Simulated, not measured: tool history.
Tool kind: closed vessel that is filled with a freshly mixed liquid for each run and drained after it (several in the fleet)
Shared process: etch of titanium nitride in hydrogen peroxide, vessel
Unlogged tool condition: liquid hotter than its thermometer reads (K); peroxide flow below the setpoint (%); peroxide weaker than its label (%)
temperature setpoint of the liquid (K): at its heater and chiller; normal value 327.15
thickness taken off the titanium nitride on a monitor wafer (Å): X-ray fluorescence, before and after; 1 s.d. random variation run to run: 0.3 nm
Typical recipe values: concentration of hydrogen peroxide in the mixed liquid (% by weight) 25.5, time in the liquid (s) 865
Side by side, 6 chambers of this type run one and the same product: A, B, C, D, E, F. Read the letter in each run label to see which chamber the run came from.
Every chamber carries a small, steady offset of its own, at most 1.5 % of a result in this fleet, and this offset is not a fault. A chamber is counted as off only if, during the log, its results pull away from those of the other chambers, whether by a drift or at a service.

run,hour,temperature setpoint of the liquid (K),concentration of hydrogen peroxide in the mixed liquid (% by weight),time in the liquid (s),hours since the thermometer was replaced,hours since the peroxide flow meter was replaced,hours since the drum of peroxide was connected,"read-back film thickness of the titanium nitride reference wafer, read on the same gauge (nm)",thickness taken off the titanium nitride on a monitor wafer (Å)
1E,8.9,327.15,25.5,865,1325.7,411.4,411,109.99,355.3
2A,18.4,327.15,25.5,865,715.4,845.2,463.3,109.97,353.86
3B,29.7,327.15,25.5,865,664.5,1412.1,126.4,110.01,357.04
# hour 34.8: chamber A: peroxide flow meter replaced
4F,37.6,327.15,25.5,865,394.7,188.8,216.4,110.01,363.51
# hour 44.2: chamber C: new drum of peroxide connected
5C,44.2,327.15,25.5,865,2452.7,557.8,0.1,109.99,357.22
6D,53.4,319.65,25.5,580,536.9,691,216.7,110,136.75
7C,60.3,319.65,25.5,580,2468.8,573.9,16.2,109.97,138.97
8A,68.6,319.65,25.5,580,765.6,33.8,513.5,109.98,139.25
9E,79.6,319.65,25.5,580,1396.4,482.1,481.7,109.98,138.87
10D,87.2,319.65,25.5,580,570.7,724.8,250.5,110,137.74
11F,92.4,319.65,25.5,580,449.5,243.6,271.2,110.01,141.54
12B,103.8,327.15,25.5,865,738.6,1486.2,200.5,110.01,352.83
13D,112.3,327.15,25.5,865,595.8,749.9,275.6,110.03,355.76
# hour 121.4: chamber C: thermometer replaced
14A,123.5,327.15,25.5,865,820.5,88.7,568.4,110.01,359.31
15E,130.4,327.15,25.5,865,1447.2,532.9,532.5,109.98,354.38
16B,138.5,327.15,25.5,865,773.3,1520.9,235.2,109.99,358.89
17F,144.9,327.15,30,865,502,296.1,323.7,109.99,374.13
18C,152.4,327.15,30,865,31,666,108.3,110.01,370.42
19D,160.5,327.15,30,865,644,798.1,323.8,110.01,367.02
20F,166,327.15,30,865,523.1,317.2,344.8,109.99,382.77
21C,176.8,327.15,30,865,55.4,690.4,132.7,109.98,372.45
22E,184.1,327.15,30,865,1500.9,586.6,586.2,109.98,366.05
23A,190.5,327.15,25.5,865,887.5,155.7,635.4,110.01,358.5
24B,199.2,327.15,25.5,865,834,1581.6,295.9,110.04,354.08
25C,209.8,327.15,25.5,865,88.4,723.4,165.7,110.01,355.98
26E,215.4,327.15,25.5,865,1532.2,617.9,617.5,110.01,356.01
27F,222.7,327.15,25.5,865,579.8,373.9,401.5,110,375.81
28A,230.1,327.15,25.5,865,927.1,195.3,675,110,357.15
29B,238.4,327.15,25.5,865,873.2,1620.8,335.1,110,354.55
30D,249.4,327.15,25.5,865,732.9,887,412.7,110.01,353.68
31D,259,327.15,25.5,865,742.5,896.6,422.3,110.04,355.01
32A,268.6,327.15,25.5,865,965.6,233.8,713.5,110,356.25
33B,278.2,327.15,25.5,865,913,1660.6,374.9,110.01,362.37
34F,288.7,327.15,25.5,865,645.8,439.9,467.5,110.01,387.02
35E,295.8,327.15,25.5,865,1612.6,698.3,697.9,109.97,352.02
36C,305.1,327.15,25.5,865,183.7,818.7,261,110,357.6
37A,312.7,327.15,25.5,865,1009.7,277.9,757.6,109.98,354.78
38C,318.2,327.15,25.5,865,196.8,831.8,274.1,109.99,359.99
# hour 322.8: chamber F: peroxide flow meter replaced
39E,326.3,327.15,25.5,865,1643.1,728.8,728.4,109.97,353.67
40B,335.1,327.15,22,865,969.9,1717.5,431.8,110.01,345.35
41D,342.9,327.15,22,865,826.4,980.5,506.2,109.99,342.21
42F,351,327.15,22,865,708.1,28.2,529.8,110.02,385.03
43D,360.4,327.15,22,865,843.9,998,523.7,109.98,338.36
44F,366.4,327.15,22,865,723.5,43.6,545.2,109.97,388.34

Decide between three cases: one chamber stands off from its peers, the gauge reading all wafers drifts, or nothing is wrong past each chamber's small offset. Where a chamber is off, say which and what most likely put it there.

One chamber, F, drifts off from the rest bit by bit.
Most likely cause: liquid hotter than its thermometer reads (K) = 1.61.

Chamber F could run next with any of the 4 candidate recipes listed below; each alters the usual settings, and their results appear as question marks. Which one brings its results back in line with what the other chambers deliver on the usual settings?
To be in line, a result may differ from the other chambers' mean on the usual settings by at most: thickness taken off the titanium nitride on a monitor wafer (Å) 11
45F-1,374.6,329.15,25.5,945,,,,,?
45F-2,374.6,327.15,25,700,,,,,?
45F-3,374.6,327.15,25.5,965,,,,,?
45F-4,374.6,326.15,25.5,820,,,,,?

Mean of the other chambers on the usual settings: thickness taken off the titanium nitride on a monitor wafer (Å) 355.99
run,thickness taken off the titanium nitride on a monitor wafer (Å)
45F-1,502.88
45F-2,323.5
45F-3,447.93
45F-4,355.14
It is 45F-4 that realigns the chamber with its peers.

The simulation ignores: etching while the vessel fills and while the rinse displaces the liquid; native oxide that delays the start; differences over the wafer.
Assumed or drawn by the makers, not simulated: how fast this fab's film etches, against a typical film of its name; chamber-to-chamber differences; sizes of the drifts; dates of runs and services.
